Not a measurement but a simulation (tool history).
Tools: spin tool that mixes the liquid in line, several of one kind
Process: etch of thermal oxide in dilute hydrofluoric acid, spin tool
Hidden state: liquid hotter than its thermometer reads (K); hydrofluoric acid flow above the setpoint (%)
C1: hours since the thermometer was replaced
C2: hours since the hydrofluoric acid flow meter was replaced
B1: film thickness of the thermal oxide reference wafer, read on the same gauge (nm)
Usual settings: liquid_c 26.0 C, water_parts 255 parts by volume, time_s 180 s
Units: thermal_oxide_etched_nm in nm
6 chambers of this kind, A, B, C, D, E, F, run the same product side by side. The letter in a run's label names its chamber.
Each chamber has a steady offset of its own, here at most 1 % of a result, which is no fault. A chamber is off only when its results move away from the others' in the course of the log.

{"run": "1A", "hour": 7.9, "liquid_c": 26.0, "water_parts": 255, "time_s": 180, "C1": 176.6, "C2": 556.5, "B1": 129.99, "thermal_oxide_etched_nm": 3.0627}
{"run": "2B", "hour": 14.4, "liquid_c": 26.0, "water_parts": 255, "time_s": 180, "C1": 156.8, "C2": 305.3, "B1": 130.0, "thermal_oxide_etched_nm": 2.9934}
{"hour": 19.8, "done": "chamber D: thermometer replaced"}
{"run": "3C", "hour": 21.6, "liquid_c": 26.0, "water_parts": 255, "time_s": 180, "C1": 1612.5, "C2": 521.6, "B1": 130.02, "thermal_oxide_etched_nm": 3.0053}
{"run": "4D", "hour": 26.6, "liquid_c": 26.0, "water_parts": 255, "time_s": 180, "C1": 6.8, "C2": 488.6, "B1": 130.02, "thermal_oxide_etched_nm": 3.0295}
{"run": "5F", "hour": 34.3, "liquid_c": 24.0, "water_parts": 300, "time_s": 180, "C1": 276.6, "C2": 1137.8, "B1": 130.01, "thermal_oxide_etched_nm": 2.2475}
{"run": "6E", "hour": 44.6, "liquid_c": 24.0, "water_parts": 300, "time_s": 180, "C1": 735.3, "C2": 79.5, "B1": 130.0, "thermal_oxide_etched_nm": 2.2953}
{"run": "7A", "hour": 49.7, "liquid_c": 24.0, "water_parts": 300, "time_s": 180, "C1": 218.4, "C2": 598.3, "B1": 130.02, "thermal_oxide_etched_nm": 2.253}
{"run": "8C", "hour": 59.7, "liquid_c": 24.0, "water_parts": 300, "time_s": 180, "C1": 1650.6, "C2": 559.7, "B1": 130.0, "thermal_oxide_etched_nm": 2.2577}
{"run": "9B", "hour": 65.2, "liquid_c": 24.0, "water_parts": 300, "time_s": 180, "C1": 207.6, "C2": 356.1, "B1": 129.99, "thermal_oxide_etched_nm": 2.2433}
{"run": "10E", "hour": 71.6, "liquid_c": 24.0, "water_parts": 300, "time_s": 180, "C1": 762.3, "C2": 106.5, "B1": 130.01, "thermal_oxide_etched_nm": 2.2624}
{"run": "11F", "hour": 80.7, "liquid_c": 26.0, "water_parts": 255, "time_s": 180, "C1": 323.0, "C2": 1184.2, "B1": 130.0, "thermal_oxide_etched_nm": 2.9705}
{"run": "12D", "hour": 86.5, "liquid_c": 26.0, "water_parts": 255, "time_s": 180, "C1": 66.7, "C2": 548.5, "B1": 129.99, "thermal_oxide_etched_nm": 2.9871}
{"run": "13A", "hour": 95.2, "liquid_c": 29.5, "water_parts": 255, "time_s": 95, "C1": 263.9, "C2": 643.8, "B1": 130.02, "thermal_oxide_etched_nm": 1.7687}
{"run": "14B", "hour": 104.5, "liquid_c": 29.5, "water_parts": 255, "time_s": 95, "C1": 246.9, "C2": 395.4, "B1": 129.99, "thermal_oxide_etched_nm": 1.7629}
{"run": "15F", "hour": 109.9, "liquid_c": 29.5, "water_parts": 255, "time_s": 95, "C1": 352.2, "C2": 1213.4, "B1": 130.01, "thermal_oxide_etched_nm": 1.7977}
{"run": "16C", "hour": 115.2, "liquid_c": 29.5, "water_parts": 255, "time_s": 95, "C1": 1706.1, "C2": 615.2, "B1": 130.03, "thermal_oxide_etched_nm": 1.8315}
{"run": "17D", "hour": 122.3, "liquid_c": 29.5, "water_parts": 255, "time_s": 95, "C1": 102.5, "C2": 584.3, "B1": 130.02, "thermal_oxide_etched_nm": 1.8182}
{"run": "18E", "hour": 131.7, "liquid_c": 29.5, "water_parts": 255, "time_s": 95, "C1": 822.4, "C2": 166.6, "B1": 130.03, "thermal_oxide_etched_nm": 1.755}
{"hour": 137.1, "done": "chamber E: thermometer replaced"}
{"run": "19A", "hour": 139.6, "liquid_c": 26.0, "water_parts": 255, "time_s": 180, "C1": 308.3, "C2": 688.2, "B1": 130.0, "thermal_oxide_etched_nm": 2.9606}
{"run": "20C", "hour": 146.6, "liquid_c": 26.0, "water_parts": 255, "time_s": 180, "C1": 1737.5, "C2": 646.6, "B1": 130.0, "thermal_oxide_etched_nm": 3.1407}
{"run": "21B", "hour": 155.8, "liquid_c": 26.0, "water_parts": 255, "time_s": 180, "C1": 298.2, "C2": 446.7, "B1": 130.03, "thermal_oxide_etched_nm": 2.9847}
{"run": "22D", "hour": 161.6, "liquid_c": 26.0, "water_parts": 255, "time_s": 180, "C1": 141.8, "C2": 623.6, "B1": 129.99, "thermal_oxide_etched_nm": 2.9933}
{"run": "23F", "hour": 167.5, "liquid_c": 26.0, "water_parts": 255, "time_s": 180, "C1": 409.8, "C2": 1271.0, "B1": 130.02, "thermal_oxide_etched_nm": 2.969}
{"run": "24E", "hour": 177.6, "liquid_c": 26.0, "water_parts": 255, "time_s": 180, "C1": 40.5, "C2": 212.5, "B1": 130.0, "thermal_oxide_etched_nm": 2.9666}
{"run": "25C", "hour": 186.2, "liquid_c": 26.0, "water_parts": 255, "time_s": 180, "C1": 1777.1, "C2": 686.2, "B1": 130.01, "thermal_oxide_etched_nm": 3.1518}
{"run": "26A", "hour": 190.7, "liquid_c": 29.0, "water_parts": 255, "time_s": 90, "C1": 359.4, "C2": 739.3, "B1": 130.0, "thermal_oxide_etched_nm": 1.6407}
{"run": "27E", "hour": 196.1, "liquid_c": 29.0, "water_parts": 255, "time_s": 90, "C1": 59.0, "C2": 231.0, "B1": 130.02, "thermal_oxide_etched_nm": 1.6387}
{"run": "28D", "hour": 205.0, "liquid_c": 29.0, "water_parts": 255, "time_s": 90, "C1": 185.2, "C2": 667.0, "B1": 129.98, "thermal_oxide_etched_nm": 1.6537}
{"run": "29B", "hour": 210.9, "liquid_c": 29.0, "water_parts": 255, "time_s": 90, "C1": 353.3, "C2": 501.8, "B1": 130.0, "thermal_oxide_etched_nm": 1.6772}
{"run": "30F", "hour": 217.5, "liquid_c": 29.0, "water_parts": 255, "time_s": 90, "C1": 459.8, "C2": 1321.0, "B1": 130.01, "thermal_oxide_etched_nm": 1.6584}
{"run": "31B", "hour": 222.4, "liquid_c": 29.0, "water_parts": 255, "time_s": 90, "C1": 364.8, "C2": 513.3, "B1": 129.99, "thermal_oxide_etched_nm": 1.6589}
{"run": "32F", "hour": 231.6, "liquid_c": 26.0, "water_parts": 255, "time_s": 180, "C1": 473.9, "C2": 1335.1, "B1": 129.99, "thermal_oxide_etched_nm": 3.0413}
{"run": "33C", "hour": 237.2, "liquid_c": 26.0, "water_parts": 255, "time_s": 180, "C1": 1828.1, "C2": 737.2, "B1": 130.01, "thermal_oxide_etched_nm": 3.2801}
{"run": "34E", "hour": 242.0, "liquid_c": 26.0, "water_parts": 255, "time_s": 180, "C1": 104.9, "C2": 276.9, "B1": 129.99, "thermal_oxide_etched_nm": 2.9477}
{"run": "35A", "hour": 251.7, "liquid_c": 26.0, "water_parts": 255, "time_s": 180, "C1": 420.4, "C2": 800.3, "B1": 130.0, "thermal_oxide_etched_nm": 2.9391}
{"run": "36D", "hour": 260.5, "liquid_c": 26.0, "water_parts": 255, "time_s": 180, "C1": 240.7, "C2": 722.5, "B1": 130.01, "thermal_oxide_etched_nm": 3.0216}
{"run": "37B", "hour": 265.5, "liquid_c": 26.0, "water_parts": 255, "time_s": 180, "C1": 407.9, "C2": 556.4, "B1": 130.01, "thermal_oxide_etched_nm": 3.0519}
{"run": "38E", "hour": 275.4, "liquid_c": 26.0, "water_parts": 255, "time_s": 180, "C1": 138.3, "C2": 310.3, "B1": 130.02, "thermal_oxide_etched_nm": 2.8716}
{"run": "39A", "hour": 282.5, "liquid_c": 27.5, "water_parts": 205, "time_s": 180, "C1": 451.2, "C2": 831.1, "B1": 130.02, "thermal_oxide_etched_nm": 4.0531}
{"run": "40D", "hour": 289.8, "liquid_c": 27.5, "water_parts": 205, "time_s": 180, "C1": 270.0, "C2": 751.8, "B1": 130.03, "thermal_oxide_etched_nm": 4.1262}
{"run": "41F", "hour": 295.4, "liquid_c": 27.5, "water_parts": 205, "time_s": 180, "C1": 537.7, "C2": 1398.9, "B1": 130.02, "thermal_oxide_etched_nm": 4.1432}
{"run": "42C", "hour": 302.3, "liquid_c": 27.5, "water_parts": 205, "time_s": 180, "C1": 1893.2, "C2": 802.3, "B1": 129.99, "thermal_oxide_etched_nm": 4.6412}
{"run": "43E", "hour": 308.0, "liquid_c": 27.5, "water_parts": 205, "time_s": 180, "C1": 170.9, "C2": 342.9, "B1": 129.98, "thermal_oxide_etched_nm": 4.022}

What goes on in this fleet: one chamber off, a drifting gauge, or nothing beyond the chambers' own small offsets? Name the chamber and the cause, if any.

Chamber C drifts away from the others.
Cause: hydrofluoric acid flow above the setpoint (%) = 9.54.

Here are 4 candidates for chamber C's next run, each the usual settings with a change, their results left as question marks. Which one brings its results back in line with what the others give on the usual settings?
In line means no further than this from the other chambers' mean on the usual settings: thermal_oxide_etched_nm 0.1300 nm
{"run": "44C-1", "hour": 315.4, "liquid_c": 26.0, "water_parts": 245, "time_s": 190, "thermal_oxide_etched_nm": "?"}
{"run": "44C-2", "hour": 315.4, "liquid_c": 31.5, "water_parts": 255, "time_s": 180, "thermal_oxide_etched_nm": "?"}
{"run": "44C-3", "hour": 315.4, "liquid_c": 23.0, "water_parts": 255, "time_s": 180, "thermal_oxide_etched_nm": "?"}
{"run": "44C-4", "hour": 315.4, "liquid_c": 26.0, "water_parts": 275, "time_s": 165, "thermal_oxide_etched_nm": "?"}

The other chambers' mean on the usual settings: thermal_oxide_etched_nm 2.9918 nm
run=44C-1 thermal_oxide_etched_nm=3.7211
run=44C-2 thermal_oxide_etched_nm=4.0619
run=44C-3 thermal_oxide_etched_nm=3.0088
run=44C-4 thermal_oxide_etched_nm=2.8008
44C-3 brings the chamber back in line.

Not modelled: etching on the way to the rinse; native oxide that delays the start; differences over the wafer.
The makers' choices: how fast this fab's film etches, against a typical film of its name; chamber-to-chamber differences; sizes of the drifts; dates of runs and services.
